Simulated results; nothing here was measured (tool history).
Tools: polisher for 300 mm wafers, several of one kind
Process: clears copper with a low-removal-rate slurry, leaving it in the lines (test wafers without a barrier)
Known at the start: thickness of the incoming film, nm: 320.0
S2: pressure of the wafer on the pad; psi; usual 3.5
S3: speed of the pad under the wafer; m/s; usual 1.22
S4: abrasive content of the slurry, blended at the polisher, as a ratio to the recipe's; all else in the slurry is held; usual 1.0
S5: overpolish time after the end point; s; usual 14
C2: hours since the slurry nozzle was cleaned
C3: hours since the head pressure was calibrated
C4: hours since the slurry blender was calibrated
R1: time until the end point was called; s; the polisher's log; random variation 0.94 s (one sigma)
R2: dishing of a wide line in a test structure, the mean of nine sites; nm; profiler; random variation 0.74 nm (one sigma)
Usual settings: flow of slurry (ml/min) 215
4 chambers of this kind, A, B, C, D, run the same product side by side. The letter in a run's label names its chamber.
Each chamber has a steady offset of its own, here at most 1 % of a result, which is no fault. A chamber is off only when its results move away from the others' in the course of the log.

{"hour": 1.9, "done": "chamber C: slurry blender recalibrated"}
{"run": "1D", "hour": 4.8, "flow of slurry (ml/min)": 215, "S2": 3.5, "S3": 1.22, "S4": 1.0, "S5": 14, "wafers polished on this pad": 643, "C2": 240.5, "C3": 109.5, "C4": 318.6, "R1": 68.123, "R2": 33.383}
{"hour": 6.1, "done": "chamber B: slurry blender recalibrated"}
{"run": "2A", "hour": 12.2, "flow of slurry (ml/min)": 215, "S2": 3.5, "S3": 1.22, "S4": 1.0, "S5": 14, "wafers polished on this pad": 334, "C2": 407.3, "C3": 146.5, "C4": 97.2, "R1": 66.365, "R2": 34.659}
{"hour": 13.4, "done": "chamber D: slurry blender recalibrated"}
{"run": "3B", "hour": 18.2, "flow of slurry (ml/min)": 215, "S2": 3.5, "S3": 1.22, "S4": 1.0, "S5": 14, "wafers polished on this pad": 323, "C2": 589.9, "C3": 224.4, "C4": 12.2, "R1": 67.305, "R2": 35.741}
{"hour": 20.9, "done": "chamber C: worn pad replaced by a new one"}
{"run": "4C", "hour": 23.9, "flow of slurry (ml/min)": 215, "S2": 3.5, "S3": 1.22, "S4": 1.0, "S5": 14, "wafers polished on this pad": 23, "C2": 378.9, "C3": 161.4, "C4": 22.0, "R1": 66.55, "R2": 34.001}
{"run": "5C", "hour": 28.9, "flow of slurry (ml/min)": 215, "S2": 3.5, "S3": 1.22, "S4": 1.0, "S5": 14, "wafers polished on this pad": 60, "C2": 383.9, "C3": 166.4, "C4": 27.0, "R1": 66.967, "R2": 34.09}
{"run": "6B", "hour": 34.5, "flow of slurry (ml/min)": 215, "S2": 2.9, "S3": 1.22, "S4": 1.0, "S5": 18, "wafers polished on this pad": 446, "C2": 606.2, "C3": 240.7, "C4": 28.5, "R1": 80.283, "R2": 35.753}
{"run": "7A", "hour": 40.9, "flow of slurry (ml/min)": 215, "S2": 2.9, "S3": 1.22, "S4": 1.0, "S5": 18, "wafers polished on this pad": 550, "C2": 436.0, "C3": 175.2, "C4": 125.9, "R1": 80.624, "R2": 35.663}
{"run": "8D", "hour": 46.1, "flow of slurry (ml/min)": 215, "S2": 2.9, "S3": 1.22, "S4": 1.0, "S5": 18, "wafers polished on this pad": 953, "C2": 281.8, "C3": 150.8, "C4": 32.8, "R1": 82.616, "R2": 34.647}
{"run": "9D", "hour": 53.6, "flow of slurry (ml/min)": 215, "S2": 2.9, "S3": 1.22, "S4": 1.0, "S5": 18, "wafers polished on this pad": 1010, "C2": 289.3, "C3": 158.3, "C4": 40.3, "R1": 82.328, "R2": 33.647}
{"hour": 55.7, "done": "chamber D: slurry nozzle cleaned"}
{"run": "10A", "hour": 60.3, "flow of slurry (ml/min)": 215, "S2": 3.5, "S3": 1.22, "S4": 1.0, "S5": 14, "wafers polished on this pad": 696, "C2": 455.4, "C3": 194.6, "C4": 145.3, "R1": 66.051, "R2": 35.067}
{"hour": 65.5, "done": "chamber A: worn pad replaced by a new one"}
{"run": "11C", "hour": 65.7, "flow of slurry (ml/min)": 215, "S2": 3.5, "S3": 1.22, "S4": 1.0, "S5": 14, "wafers polished on this pad": 337, "C2": 420.7, "C3": 203.2, "C4": 63.8, "R1": 67.729, "R2": 34.07}
{"run": "12B", "hour": 73.2, "flow of slurry (ml/min)": 215, "S2": 3.5, "S3": 1.22, "S4": 1.0, "S5": 14, "wafers polished on this pad": 737, "C2": 644.9, "C3": 279.4, "C4": 67.2, "R1": 68.839, "R2": 34.053}
{"hour": 78.8, "done": "chamber D: worn pad replaced by a new one"}
{"run": "13D", "hour": 79.6, "flow of slurry (ml/min)": 215, "S2": 3.5, "S3": 1.22, "S4": 1.0, "S5": 14, "wafers polished on this pad": 6, "C2": 23.9, "C3": 184.3, "C4": 66.3, "R1": 66.721, "R2": 33.163}
{"hour": 86.4, "done": "chamber B: slurry nozzle cleaned"}
{"run": "14B", "hour": 86.4, "flow of slurry (ml/min)": 240, "S2": 3.5, "S3": 1.22, "S4": 1.0, "S5": 14, "wafers polished on this pad": 836, "C2": 0.1, "C3": 292.6, "C4": 80.4, "R1": 68.563, "R2": 32.69}
{"hour": 88.7, "done": "chamber B: head pressure recalibrated"}
{"run": "15C", "hour": 89.9, "flow of slurry (ml/min)": 240, "S2": 3.5, "S3": 1.22, "S4": 1.0, "S5": 14, "wafers polished on this pad": 519, "C2": 444.9, "C3": 227.4, "C4": 88.0, "R1": 65.504, "R2": 34.696}
{"run": "16A", "hour": 93.4, "flow of slurry (ml/min)": 240, "S2": 3.5, "S3": 1.22, "S4": 1.0, "S5": 14, "wafers polished on this pad": 210, "C2": 488.5, "C3": 227.7, "C4": 178.4, "R1": 67.122, "R2": 34.113}
{"run": "17D", "hour": 99.4, "flow of slurry (ml/min)": 240, "S2": 3.5, "S3": 1.22, "S4": 1.0, "S5": 14, "wafers polished on this pad": 155, "C2": 43.7, "C3": 204.1, "C4": 86.1, "R1": 65.246, "R2": 34.467}
{"run": "18C", "hour": 104.5, "flow of slurry (ml/min)": 215, "S2": 3.5, "S3": 1.22, "S4": 1.0, "S5": 14, "wafers polished on this pad": 629, "C2": 459.5, "C3": 242.0, "C4": 102.6, "R1": 66.074, "R2": 34.642}
{"run": "19A", "hour": 109.2, "flow of slurry (ml/min)": 215, "S2": 3.5, "S3": 1.22, "S4": 1.0, "S5": 14, "wafers polished on this pad": 329, "C2": 504.3, "C3": 243.5, "C4": 194.2, "R1": 67.152, "R2": 33.19}
{"run": "20B", "hour": 115.4, "flow of slurry (ml/min)": 215, "S2": 2.7, "S3": 1.22, "S4": 1.0, "S5": 9, "wafers polished on this pad": 1055, "C2": 29.1, "C3": 26.7, "C4": 109.4, "R1": 91.354, "R2": 19.684}
{"run": "21D", "hour": 120.3, "flow of slurry (ml/min)": 215, "S2": 2.7, "S3": 1.22, "S4": 1.0, "S5": 9, "wafers polished on this pad": 312, "C2": 64.6, "C3": 225.0, "C4": 107.0, "R1": 87.395, "R2": 20.824}
{"run": "22B", "hour": 126.7, "flow of slurry (ml/min)": 215, "S2": 2.7, "S3": 1.22, "S4": 1.0, "S5": 9, "wafers polished on this pad": 1140, "C2": 40.4, "C3": 38.0, "C4": 120.7, "R1": 92.302, "R2": 20.092}
{"run": "23C", "hour": 134.3, "flow of slurry (ml/min)": 215, "S2": 2.7, "S3": 1.22, "S4": 1.0, "S5": 9, "wafers polished on this pad": 853, "C2": 489.3, "C3": 271.8, "C4": 132.4, "R1": 87.868, "R2": 21.136}
{"run": "24A", "hour": 141.9, "flow of slurry (ml/min)": 215, "S2": 3.5, "S3": 1.22, "S4": 1.0, "S5": 14, "wafers polished on this pad": 575, "C2": 537.0, "C3": 276.2, "C4": 226.9, "R1": 65.341, "R2": 34.29}
{"run": "25C", "hour": 148.9, "flow of slurry (ml/min)": 215, "S2": 3.5, "S3": 1.22, "S4": 1.0, "S5": 14, "wafers polished on this pad": 963, "C2": 503.9, "C3": 286.4, "C4": 147.0, "R1": 68.149, "R2": 34.239}
{"run": "26D", "hour": 154.7, "flow of slurry (ml/min)": 215, "S2": 3.5, "S3": 1.22, "S4": 1.0, "S5": 14, "wafers polished on this pad": 571, "C2": 99.0, "C3": 259.4, "C4": 141.4, "R1": 66.92, "R2": 34.734}
{"run": "27B", "hour": 162.2, "flow of slurry (ml/min)": 215, "S2": 3.5, "S3": 1.4, "S4": 1.0, "S5": 14, "wafers polished on this pad": 1407, "C2": 75.9, "C3": 73.5, "C4": 156.2, "R1": 62.968, "R2": 35.456}
{"hour": 168.5, "done": "chamber A: worn pad replaced by a new one"}
{"run": "28A", "hour": 169.9, "flow of slurry (ml/min)": 215, "S2": 3.5, "S3": 1.4, "S4": 1.0, "S5": 14, "wafers polished on this pad": 10, "C2": 565.0, "C3": 304.2, "C4": 254.9, "R1": 57.705, "R2": 37.123}
{"run": "29A", "hour": 175.0, "flow of slurry (ml/min)": 215, "S2": 3.5, "S3": 1.4, "S4": 1.0, "S5": 14, "wafers polished on this pad": 49, "C2": 570.1, "C3": 309.3, "C4": 260.0, "R1": 57.857, "R2": 36.927}
{"run": "30B", "hour": 179.4, "flow of slurry (ml/min)": 215, "S2": 3.5, "S3": 1.4, "S4": 1.0, "S5": 14, "wafers polished on this pad": 1536, "C2": 93.1, "C3": 90.7, "C4": 173.4, "R1": 63.977, "R2": 36.29}
{"hour": 180.2, "done": "chamber C: worn pad replaced by a new one"}
{"run": "31C", "hour": 183.6, "flow of slurry (ml/min)": 215, "S2": 3.5, "S3": 1.22, "S4": 1.0, "S5": 14, "wafers polished on this pad": 26, "C2": 538.6, "C3": 321.1, "C4": 181.7, "R1": 68.163, "R2": 33.897}
{"run": "32D", "hour": 188.5, "flow of slurry (ml/min)": 215, "S2": 3.5, "S3": 1.22, "S4": 1.0, "S5": 14, "wafers polished on this pad": 825, "C2": 132.8, "C3": 293.2, "C4": 175.2, "R1": 66.528, "R2": 33.277}
{"run": "33B", "hour": 193.8, "flow of slurry (ml/min)": 215, "S2": 3.5, "S3": 1.22, "S4": 1.0, "S5": 14, "wafers polished on this pad": 1645, "C2": 107.5, "C3": 105.1, "C4": 187.8, "R1": 72.851, "R2": 32.349}
{"run": "34C", "hour": 201.4, "flow of slurry (ml/min)": 215, "S2": 3.5, "S3": 1.22, "S4": 1.0, "S5": 14, "wafers polished on this pad": 159, "C2": 556.4, "C3": 338.9, "C4": 199.5, "R1": 67.389, "R2": 32.828}
{"hour": 202.0, "done": "chamber D: worn pad replaced by a new one"}
{"run": "35A", "hour": 205.3, "flow of slurry (ml/min)": 215, "S2": 3.5, "S3": 1.22, "S4": 0.8, "S5": 14, "wafers polished on this pad": 277, "C2": 600.4, "C3": 339.6, "C4": 290.3, "R1": 71.1, "R2": 31.532}
{"run": "36D", "hour": 212.3, "flow of slurry (ml/min)": 215, "S2": 3.5, "S3": 1.22, "S4": 0.8, "S5": 14, "wafers polished on this pad": 77, "C2": 156.6, "C3": 317.0, "C4": 199.0, "R1": 70.196, "R2": 33.113}
{"hour": 213.3, "done": "chamber B: slurry blender recalibrated"}
{"run": "37B", "hour": 218.2, "flow of slurry (ml/min)": 215, "S2": 3.5, "S3": 1.22, "S4": 0.8, "S5": 14, "wafers polished on this pad": 1828, "C2": 131.9, "C3": 129.5, "C4": 5.0, "R1": 77.89, "R2": 31.454}
{"run": "38D", "hour": 224.0, "flow of slurry (ml/min)": 215, "S2": 3.5, "S3": 1.22, "S4": 0.8, "S5": 14, "wafers polished on this pad": 165, "C2": 168.3, "C3": 328.7, "C4": 210.7, "R1": 68.048, "R2": 33.494}
{"run": "39C", "hour": 231.5, "flow of slurry (ml/min)": 215, "S2": 3.5, "S3": 1.36, "S4": 1.0, "S5": 14, "wafers polished on this pad": 386, "C2": 586.5, "C3": 369.0, "C4": 229.6, "R1": 61.003, "R2": 37.107}
{"run": "40A", "hour": 236.4, "flow of slurry (ml/min)": 215, "S2": 3.5, "S3": 1.36, "S4": 1.0, "S5": 14, "wafers polished on this pad": 511, "C2": 631.5, "C3": 370.7, "C4": 321.4, "R1": 58.737, "R2": 35.071}
{"run": "41C", "hour": 243.4, "flow of slurry (ml/min)": 215, "S2": 3.5, "S3": 1.36, "S4": 1.0, "S5": 14, "wafers polished on this pad": 475, "C2": 598.4, "C3": 380.9, "C4": 241.5, "R1": 61.098, "R2": 34.749}
{"run": "42B", "hour": 246.8, "flow of slurry (ml/min)": 215, "S2": 3.5, "S3": 1.36, "S4": 1.0, "S5": 14, "wafers polished on this pad": 2043, "C2": 160.5, "C3": 158.1, "C4": 33.6, "R1": 68.505, "R2": 33.518}

Next, every chamber runs the same settings. What will each give?
{"run": "43A", "hour": 252.3, "flow of slurry (ml/min)": 215, "S2": 3.5, "S3": 1.22, "S4": 1.0, "S5": 14, "R1": "?", "R2": "?"}
{"run": "43B", "hour": 252.3, "flow of slurry (ml/min)": 215, "S2": 3.5, "S3": 1.22, "S4": 1.0, "S5": 14, "R1": "?", "R2": "?"}
{"run": "43C", "hour": 252.3, "flow of slurry (ml/min)": 215, "S2": 3.5, "S3": 1.22, "S4": 1.0, "S5": 14, "R1": "?", "R2": "?"}
{"run": "43D", "hour": 252.3, "flow of slurry (ml/min)": 215, "S2": 3.5, "S3": 1.22, "S4": 1.0, "S5": 14, "R1": "?", "R2": "?"}

run=43A R1=67.407 R2=33.603
run=43B R1=74.831 R2=31.727
run=43C R1=66.278 R2=34.536
run=43D R1=66.824 R2=32.444

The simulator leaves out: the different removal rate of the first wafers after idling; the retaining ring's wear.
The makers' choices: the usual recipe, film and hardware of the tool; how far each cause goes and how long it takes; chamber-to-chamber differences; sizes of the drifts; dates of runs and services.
